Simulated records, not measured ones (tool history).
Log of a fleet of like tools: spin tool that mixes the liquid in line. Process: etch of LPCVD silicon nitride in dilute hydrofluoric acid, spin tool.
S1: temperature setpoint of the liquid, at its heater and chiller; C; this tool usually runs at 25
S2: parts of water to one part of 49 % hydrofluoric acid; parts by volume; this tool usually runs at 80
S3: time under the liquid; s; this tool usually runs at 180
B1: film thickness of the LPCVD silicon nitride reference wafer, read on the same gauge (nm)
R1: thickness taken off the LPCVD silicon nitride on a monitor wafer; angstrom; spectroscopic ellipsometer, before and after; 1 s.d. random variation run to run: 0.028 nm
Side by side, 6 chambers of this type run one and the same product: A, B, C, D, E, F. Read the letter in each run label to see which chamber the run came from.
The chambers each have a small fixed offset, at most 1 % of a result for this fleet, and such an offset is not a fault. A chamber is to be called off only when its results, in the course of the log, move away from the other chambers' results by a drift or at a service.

{"hour": 5.5, "done": "chamber B: thermometer replaced"}
{"run": "1F", "hour": 8.8, "S1": 25, "S2": 80, "S3": 180, "B1": 149.99, "R1": 10.255}
{"run": "2E", "hour": 14.2, "S1": 25, "S2": 80, "S3": 180, "B1": 150.01, "R1": 9.8263}
{"run": "3B", "hour": 20.9, "S1": 25, "S2": 80, "S3": 180, "B1": 150.01, "R1": 11.15}
{"run": "4D", "hour": 26.1, "S1": 25, "S2": 80, "S3": 180, "B1": 149.99, "R1": 10.129}
{"run": "5C", "hour": 30.9, "S1": 25, "S2": 80, "S3": 180, "B1": 150, "R1": 10.57}
{"run": "6A", "hour": 37.8, "S1": 25, "S2": 80, "S3": 180, "B1": 150.01, "R1": 10.86}
{"run": "7B", "hour": 47.3, "S1": 25, "S2": 80, "S3": 180, "B1": 150, "R1": 10.668}
{"run": "8D", "hour": 56.9, "S1": 25, "S2": 80, "S3": 180, "B1": 150, "R1": 10.687}
{"run": "9C", "hour": 67.2, "S1": 29, "S2": 80, "S3": 130, "B1": 149.99, "R1": 10.074}
{"run": "10E", "hour": 73.0, "S1": 29, "S2": 80, "S3": 130, "B1": 150, "R1": 9.4172}
{"run": "11A", "hour": 81.5, "S1": 29, "S2": 80, "S3": 130, "B1": 149.98, "R1": 9.1347}
{"run": "12F", "hour": 91.0, "S1": 29, "S2": 80, "S3": 130, "B1": 149.99, "R1": 9.7131}
{"run": "13B", "hour": 101.3, "S1": 29, "S2": 80, "S3": 130, "B1": 150.01, "R1": 9.8658}
{"run": "14D", "hour": 108.0, "S1": 29, "S2": 80, "S3": 130, "B1": 150, "R1": 10.214}
{"run": "15E", "hour": 114.1, "S1": 25, "S2": 80, "S3": 180, "B1": 149.99, "R1": 9.9964}
{"run": "16F", "hour": 124.4, "S1": 25, "S2": 80, "S3": 180, "B1": 150, "R1": 10.493}
{"run": "17C", "hour": 133.5, "S1": 20.5, "S2": 80, "S3": 180, "B1": 150, "R1": 7.4355}
{"run": "18A", "hour": 139.5, "S1": 20.5, "S2": 80, "S3": 180, "B1": 150.01, "R1": 7.6185}
{"run": "19F", "hour": 147.8, "S1": 20.5, "S2": 80, "S3": 180, "B1": 150, "R1": 7.4932}
{"run": "20E", "hour": 155.0, "S1": 20.5, "S2": 80, "S3": 180, "B1": 149.99, "R1": 7.8563}
{"run": "21B", "hour": 163.6, "S1": 20.5, "S2": 80, "S3": 180, "B1": 149.99, "R1": 7.9448}
{"run": "22A", "hour": 171.1, "S1": 20.5, "S2": 80, "S3": 180, "B1": 149.99, "R1": 7.6284}
{"run": "23D", "hour": 179.9, "S1": 25, "S2": 80, "S3": 180, "B1": 150.01, "R1": 10.201}
{"run": "24C", "hour": 187.3, "S1": 25, "S2": 80, "S3": 180, "B1": 150.02, "R1": 10.304}
{"hour": 195.9, "done": "chamber C: hydrofluoric acid flow meter replaced"}
{"run": "25A", "hour": 197.3, "S1": 25, "S2": 80, "S3": 180, "B1": 150.01, "R1": 10.315}
{"hour": 198.1, "done": "chamber F: hydrofluoric acid flow meter replaced"}
{"run": "26E", "hour": 203.9, "S1": 25, "S2": 80, "S3": 180, "B1": 150.01, "R1": 9.9404}
{"run": "27D", "hour": 210.0, "S1": 25, "S2": 80, "S3": 180, "B1": 150.01, "R1": 10.544}
{"hour": 212.3, "done": "chamber A: hydrofluoric acid flow meter replaced"}
{"run": "28C", "hour": 220.4, "S1": 25, "S2": 80, "S3": 180, "B1": 150, "R1": 10.534}
{"run": "29B", "hour": 226.2, "S1": 25, "S2": 80, "S3": 180, "B1": 149.98, "R1": 10.525}
{"run": "30F", "hour": 231.5, "S1": 21, "S2": 80, "S3": 180, "B1": 150.03, "R1": 7.7938}
{"run": "31A", "hour": 237.8, "S1": 21, "S2": 80, "S3": 180, "B1": 149.99, "R1": 7.9422}
{"run": "32E", "hour": 247.6, "S1": 21, "S2": 80, "S3": 180, "B1": 150, "R1": 7.6928}
{"run": "33C", "hour": 255.1, "S1": 21, "S2": 80, "S3": 180, "B1": 150.01, "R1": 7.9445}
{"run": "34D", "hour": 261.6, "S1": 21, "S2": 80, "S3": 180, "B1": 150, "R1": 7.89}
{"run": "35F", "hour": 270.0, "S1": 21, "S2": 80, "S3": 180, "B1": 150.02, "R1": 8.1754}
{"run": "36B", "hour": 276.6, "S1": 25, "S2": 80, "S3": 180, "B1": 150.01, "R1": 10.735}
{"run": "37E", "hour": 284.3, "S1": 25, "S2": 80, "S3": 180, "B1": 150, "R1": 10.45}
{"run": "38C", "hour": 295.3, "S1": 25, "S2": 80, "S3": 180, "B1": 150, "R1": 10.512}
{"run": "39A", "hour": 305.3, "S1": 25, "S2": 80, "S3": 180, "B1": 150.01, "R1": 10.091}

For the next run the whole fleet of 6 chambers uses the same settings. Give each chamber's results:
{"run": "40A", "hour": 313.3, "S1": 25, "S2": 80, "S3": 180, "R1": "?"}
{"run": "40B", "hour": 313.3, "S1": 25, "S2": 80, "S3": 180, "R1": "?"}
{"run": "40C", "hour": 313.3, "S1": 25, "S2": 80, "S3": 180, "R1": "?"}
{"run": "40D", "hour": 313.3, "S1": 25, "S2": 80, "S3": 180, "R1": "?"}
{"run": "40E", "hour": 313.3, "S1": 25, "S2": 80, "S3": 180, "R1": "?"}
{"run": "40F", "hour": 313.3, "S1": 25, "S2": 80, "S3": 180, "R1": "?"}

run=40A R1=10.133
run=40B R1=10.604
run=40C R1=10.742
run=40D R1=10.515
run=40E R1=10.272
run=40F R1=10.236
